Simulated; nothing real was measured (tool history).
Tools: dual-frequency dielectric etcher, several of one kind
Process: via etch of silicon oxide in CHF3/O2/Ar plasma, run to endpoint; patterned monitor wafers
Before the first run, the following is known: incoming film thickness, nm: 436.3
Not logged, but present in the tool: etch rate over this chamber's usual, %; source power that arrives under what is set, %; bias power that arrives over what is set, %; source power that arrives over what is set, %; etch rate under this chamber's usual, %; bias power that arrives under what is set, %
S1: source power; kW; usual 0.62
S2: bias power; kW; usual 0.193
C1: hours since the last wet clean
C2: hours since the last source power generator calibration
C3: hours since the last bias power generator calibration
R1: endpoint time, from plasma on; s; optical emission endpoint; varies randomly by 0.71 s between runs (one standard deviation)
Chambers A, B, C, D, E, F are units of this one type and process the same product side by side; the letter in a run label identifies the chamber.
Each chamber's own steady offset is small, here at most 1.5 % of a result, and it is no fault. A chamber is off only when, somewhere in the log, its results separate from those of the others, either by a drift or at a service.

run,hour,S1,S2,C1,C2,C3,R1
1F,6.4,0.62,0.193,178.2,29.7,591.7,214.48
2B,9.8,0.62,0.193,465.1,2995,2307.2,212.17
3C,12.9,0.62,0.193,517.1,350.9,2626.4,213.02
4E,16.3,0.62,0.193,153.7,2309.1,2763.7,213.64
5A,22.4,0.62,0.193,362.1,1849.2,1383.4,215.69
# hour 27.4: chamber C: wet clean of the chamber
6D,27.7,0.62,0.193,87.5,2583,496.5,212.71
7D,33.1,0.62,0.193,92.9,2588.4,501.9,212.19
8B,38.5,0.62,0.193,493.8,3023.7,2335.9,213.51
9C,43.7,0.62,0.193,16.4,381.7,2657.2,213.91
10F,47.5,0.62,0.193,219.3,70.8,632.8,214.48
11E,53.6,0.62,0.193,191,2346.4,2801,212.62
12A,59.6,0.62,0.193,399.3,1886.4,1420.6,215.97
# hour 63.5: chamber B: source power generator calibrated
13E,65.9,0.55,0.224,203.3,2358.7,2813.3,212.27
14A,70.1,0.55,0.224,409.8,1896.9,1431.1,214.57
15B,74.8,0.55,0.224,530.1,11.3,2372.2,212.63
16D,78.7,0.55,0.224,138.5,2634,547.5,211.35
17F,85.5,0.55,0.224,257.3,108.8,670.8,213.8
18C,90.8,0.55,0.224,63.5,428.8,2704.3,211.76
# hour 96.8: chamber B: wet clean of the chamber
19A,97.2,0.62,0.193,436.9,1924,1458.2,215.54
20C,102.8,0.62,0.193,75.5,440.8,2716.3,213.89
21D,106.9,0.62,0.193,166.7,2662.2,575.7,212.44
22F,113.2,0.62,0.193,285,136.5,698.5,214.58
23B,117.4,0.46,0.222,20.6,53.9,2414.8,222.62
24E,120.5,0.46,0.222,257.9,2413.3,2867.9,227.59
25A,123.9,0.46,0.222,463.6,1950.7,1484.9,228.71
26C,130,0.46,0.222,102.7,468,2743.5,228.92
27B,133.7,0.46,0.222,36.9,70.2,2431.1,221.61
28E,138.4,0.46,0.222,275.8,2431.2,2885.8,228.79
29F,142.2,0.62,0.193,314,165.5,727.5,214.19
30D,146.5,0.62,0.193,206.3,2701.8,615.3,212.23
# hour 151.5: chamber A: source power generator calibrated
31D,151.8,0.62,0.193,211.6,2707.1,620.6,212.42
32C,155.4,0.62,0.193,128.1,493.4,2768.9,214.25
33F,159.9,0.46,0.193,331.7,183.2,745.2,241.39
34A,165,0.46,0.193,504.7,13.6,1526,239.82
35E,170.2,0.46,0.193,307.6,2463,2917.6,239.22
# hour 173: chamber F: wet clean of the chamber
36B,174.9,0.46,0.193,78.1,111.4,2472.3,232.37
37A,181.3,0.46,0.193,521,29.9,1542.3,241.05
38F,185.8,0.46,0.193,12.8,209.1,771.1,240.25
39D,191.4,0.62,0.193,251.2,2746.7,660.2,212.05
40E,198.5,0.73,0.193,335.9,2491.3,2945.9,199.62
41B,205.5,0.73,0.193,108.7,142,2502.9,195.67
42C,211,0.73,0.193,183.7,549,2824.5,200.84

Has any chamber moved away from the others, gradually or after a service, or does the common gauge drift, or do the chambers differ only by their own small steady offsets? State the chamber and the most likely cause if one applies.

A service on chamber B put it out of line with the rest.
What lies behind it: etch rate over this chamber's usual, % = 2.73.

Here are 4 candidates for chamber B's next run, each the usual settings with a change, their results left as question marks. Which one brings its results back in line with what the others give on the usual settings?
Counts as in line when no further than this from what the other chambers average on the usual settings: R1 2.5 s
43B-1,216.1,0.59,0.187,,,,?
43B-2,216.1,0.65,0.199,,,,?
43B-3,216.1,0.61,0.193,,,,?
43B-4,216.1,0.63,0.194,,,,?

Other chambers, usual settings, mean: R1 213.57 s
run,R1
43B-1,214.53
43B-2,202.38
43B-3,209.55
43B-4,206.59
With 43B-1, the chamber falls back in line with the rest.

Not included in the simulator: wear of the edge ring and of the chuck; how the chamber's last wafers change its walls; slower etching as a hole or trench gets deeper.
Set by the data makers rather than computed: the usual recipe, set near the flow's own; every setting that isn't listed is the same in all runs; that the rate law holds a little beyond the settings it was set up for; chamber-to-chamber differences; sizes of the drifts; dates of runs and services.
